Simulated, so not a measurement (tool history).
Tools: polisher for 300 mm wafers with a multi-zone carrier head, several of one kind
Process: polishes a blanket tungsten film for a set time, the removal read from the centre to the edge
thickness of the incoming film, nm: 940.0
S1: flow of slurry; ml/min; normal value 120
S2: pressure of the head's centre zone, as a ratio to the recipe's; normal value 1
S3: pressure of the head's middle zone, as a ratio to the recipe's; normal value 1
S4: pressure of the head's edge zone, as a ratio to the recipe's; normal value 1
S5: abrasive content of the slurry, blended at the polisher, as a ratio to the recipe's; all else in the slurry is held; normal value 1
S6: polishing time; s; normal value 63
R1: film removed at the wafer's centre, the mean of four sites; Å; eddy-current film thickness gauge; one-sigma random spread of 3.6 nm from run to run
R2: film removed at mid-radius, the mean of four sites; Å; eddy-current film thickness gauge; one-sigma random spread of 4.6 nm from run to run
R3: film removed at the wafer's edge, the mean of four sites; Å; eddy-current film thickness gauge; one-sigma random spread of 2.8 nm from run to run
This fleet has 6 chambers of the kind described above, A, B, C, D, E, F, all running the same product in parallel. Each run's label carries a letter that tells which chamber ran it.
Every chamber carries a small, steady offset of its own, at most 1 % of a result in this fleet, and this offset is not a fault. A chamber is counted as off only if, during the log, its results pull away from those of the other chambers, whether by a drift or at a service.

-- day=0.2 chamber E: worn pad replaced by a new one
run 1C day=0.296 | S1=120 S2=1 S3=1 S4=1 S5=1 S6=63 | R1=3818.8 R2=3846.2 R3=3830.7
run 2E day=0.654 | S1=120 S2=1 S3=1 S4=1 S5=1 S6=63 | R1=3843.8 R2=3841.9 R3=3849.8
run 3A day=0.962 | S1=120 S2=1 S3=1 S4=1 S5=1 S6=63 | R1=3851.4 R2=3831.1 R3=3856.9
-- day=1.175 chamber F: worn pad replaced by a new one
-- day=1.283 chamber B: worn pad replaced by a new one
-- day=1.338 chamber C: worn pad replaced by a new one
run 4D day=1.379 | S1=120 S2=1 S3=1 S4=1 S5=1 S6=63 | R1=3857.2 R2=3818 R3=3843.9
-- day=1.442 chamber D: worn pad replaced by a new one
run 5B day=1.625 | S1=120 S2=1 S3=1 S4=1 S5=1 S6=63 | R1=3864 R2=3874 R3=3808.8
run 6F day=1.979 | S1=120 S2=1 S3=1 S4=1 S5=1 S6=63 | R1=3868.7 R2=3961.3 R3=3877.9
run 7C day=2.412 | S1=120 S2=1 S3=1 S4=1 S5=1 S6=63 | R1=3871.2 R2=3861.5 R3=3808.7
run 8A day=2.75 | S1=145 S2=1 S3=1 S4=1 S5=1 S6=63 | R1=4156.2 R2=4005.3 R3=3978.6
-- day=2.912 chamber A: worn pad replaced by a new one
-- day=3.112 chamber D: slurry nozzle cleaned
run 9E day=3.133 | S1=145 S2=1 S3=1 S4=1 S5=1 S6=63 | R1=3995.4 R2=4007.7 R3=3968.6
run 10F day=3.475 | S1=145 S2=1 S3=1 S4=1 S5=1 S6=63 | R1=4030.8 R2=3981.2 R3=3971.8
run 11B day=3.912 | S1=145 S2=1 S3=1 S4=1 S5=1 S6=63 | R1=4137.6 R2=3990.7 R3=3935.4
run 12D day=4.154 | S1=145 S2=1 S3=1 S4=1 S5=1 S6=63 | R1=4054.9 R2=4036.5 R3=4002.3
-- day=4.217 chamber E: centre zone pressure recalibrated
run 13F day=4.433 | S1=145 S2=1 S3=1 S4=1 S5=1 S6=63 | R1=4012.2 R2=4001.9 R3=4008.4
-- day=4.738 chamber C: worn pad replaced by a new one
run 14B day=4.871 | S1=155 S2=1 S3=1 S4=1.09 S5=1 S6=63 | R1=4091.6 R2=4026.3 R3=4182.8
-- day=5.233 chamber A: edge zone pressure recalibrated
run 15E day=5.25 | S1=155 S2=1 S3=1 S4=1.09 S5=1 S6=63 | R1=4082.4 R2=4038.5 R3=4148.8
-- day=5.379 chamber D: worn pad replaced by a new one
run 16C day=5.454 | S1=155 S2=1 S3=1 S4=1.09 S5=1 S6=63 | R1=4081.5 R2=3967.1 R3=4220.4
run 17A day=5.821 | S1=155 S2=1 S3=1 S4=1.09 S5=1 S6=63 | R1=4186.3 R2=4078.7 R3=4176.1
-- day=5.892 chamber F: worn pad replaced by a new one
-- day=6.092 chamber B: slurry nozzle cleaned
-- day=6.121 chamber F: edge zone pressure recalibrated
run 18D day=6.204 | S1=155 S2=1 S3=1 S4=1.09 S5=1 S6=63 | R1=4119.6 R2=4089.4 R3=4185.9
-- day=6.475 chamber E: worn pad replaced by a new one
-- day=6.504 chamber A: worn pad replaced by a new one
run 19F day=6.646 | S1=155 S2=1 S3=1 S4=1.09 S5=1 S6=63 | R1=4073.8 R2=4122 R3=4303.5
-- day=6.829 chamber B: worn pad replaced by a new one
run 20B day=7.062 | S1=120 S2=1 S3=1 S4=1 S5=1 S6=63 | R1=3877.1 R2=3874.1 R3=3822.3
run 21D day=7.375 | S1=120 S2=1 S3=1 S4=1 S5=1 S6=63 | R1=3883.8 R2=3850.4 R3=3852.6
run 22C day=7.625 | S1=120 S2=1 S3=1.05 S4=1 S5=0.85 S6=63 | R1=3693.5 R2=3782.9 R3=3679.3
run 23A day=7.912 | S1=120 S2=1 S3=1.05 S4=1 S5=0.85 S6=63 | R1=3707.6 R2=3897.6 R3=3721.1
-- day=8.125 chamber A: slurry nozzle cleaned
-- day=8.142 chamber C: worn pad replaced by a new one
run 24E day=8.3 | S1=120 S2=1 S3=1.05 S4=1 S5=0.85 S6=63 | R1=3710.9 R2=3877.5 R3=3683.8
run 25B day=8.546 | S1=120 S2=1 S3=1.05 S4=1 S5=0.85 S6=63 | R1=3800.9 R2=3972 R3=3691.8
-- day=8.754 chamber E: slurry nozzle cleaned
run 26D day=8.846 | S1=120 S2=1 S3=1.05 S4=1 S5=0.85 S6=63 | R1=3719.7 R2=3893.4 R3=3760.3
run 27F day=9.296 | S1=120 S2=1 S3=1.05 S4=1 S5=0.85 S6=63 | R1=3754 R2=3884.9 R3=3719.1
-- day=9.592 chamber F: slurry nozzle cleaned
run 28C day=9.662 | S1=120 S2=1 S3=1 S4=1 S5=1 S6=63 | R1=3857.9 R2=3876.2 R3=3875
-- day=9.858 chamber D: worn pad replaced by a new one
run 29E day=9.9 | S1=120 S2=1 S3=1 S4=1 S5=1 S6=63 | R1=3822.3 R2=3812 R3=3849.9
-- day=10.1 chamber A: worn pad replaced by a new one
run 30A day=10.354 | S1=120 S2=1 S3=1 S4=1 S5=1 S6=63 | R1=3882.8 R2=3938.7 R3=3864.2
run 31D day=10.696 | S1=120 S2=1 S3=1 S4=1 S5=1 S6=63 | R1=3863.3 R2=3780.3 R3=3841.9
run 32F day=11.038 | S1=120 S2=1 S3=1 S4=1 S5=1 S6=63 | R1=3849.5 R2=3817.9 R3=3868.5
run 33E day=11.308 | S1=120 S2=1 S3=1 S4=1 S5=1 S6=63 | R1=3809.9 R2=3851.6 R3=3863.6
run 34B day=11.542 | S1=120 S2=1 S3=1 S4=1 S5=1 S6=63 | R1=3917.5 R2=3804.6 R3=3867.6
-- day=11.612 chamber C: worn pad replaced by a new one
-- day=11.725 chamber F: worn pad replaced by a new one
run 35A day=11.938 | S1=120 S2=1 S3=1 S4=1 S5=1 S6=63 | R1=3897.4 R2=3919.2 R3=3870.4
run 36C day=12.167 | S1=120 S2=1 S3=1 S4=1 S5=1 S6=63 | R1=3924.2 R2=3808.1 R3=3881.3
run 37B day=12.388 | S1=120 S2=1 S3=1 S4=1 S5=1 S6=63 | R1=3850.3 R2=3862 R3=3846.6
-- day=12.467 chamber E: worn pad replaced by a new one
run 38D day=12.679 | S1=120 S2=1 S3=1 S4=1 S5=1 S6=63 | R1=3801.1 R2=3822 R3=3891.5
run 39C day=12.917 | S1=120 S2=1 S3=1 S4=1 S5=1 S6=63 | R1=3831.1 R2=3874.8 R3=3836.2
run 40F day=13.271 | S1=120 S2=1 S3=1 S4=1 S5=1 S6=63 | R1=3842.5 R2=3802.8 R3=3861.7
run 41A day=13.538 | S1=120 S2=1 S3=1 S4=1 S5=1 S6=63 | R1=3861.2 R2=3822.1 R3=3818.1
run 42E day=13.979 | S1=120 S2=1 S3=1 S4=1 S5=1 S6=63 | R1=3889.3 R2=3901.2 R3=3849.2
run 43E day=14.221 | S1=120 S2=1 S3=1 S4=1 S5=1 S6=63 | R1=3897.8 R2=3796.8 R3=3839.6

Decide between three cases: one chamber stands off from its peers, the gauge reading all wafers drifts, or nothing is wrong past each chamber's small offset. Where a chamber is off, say which and what most likely put it there.

The fleet is healthy, with each chamber sitting at its usual small offset and no drift in the gauge.
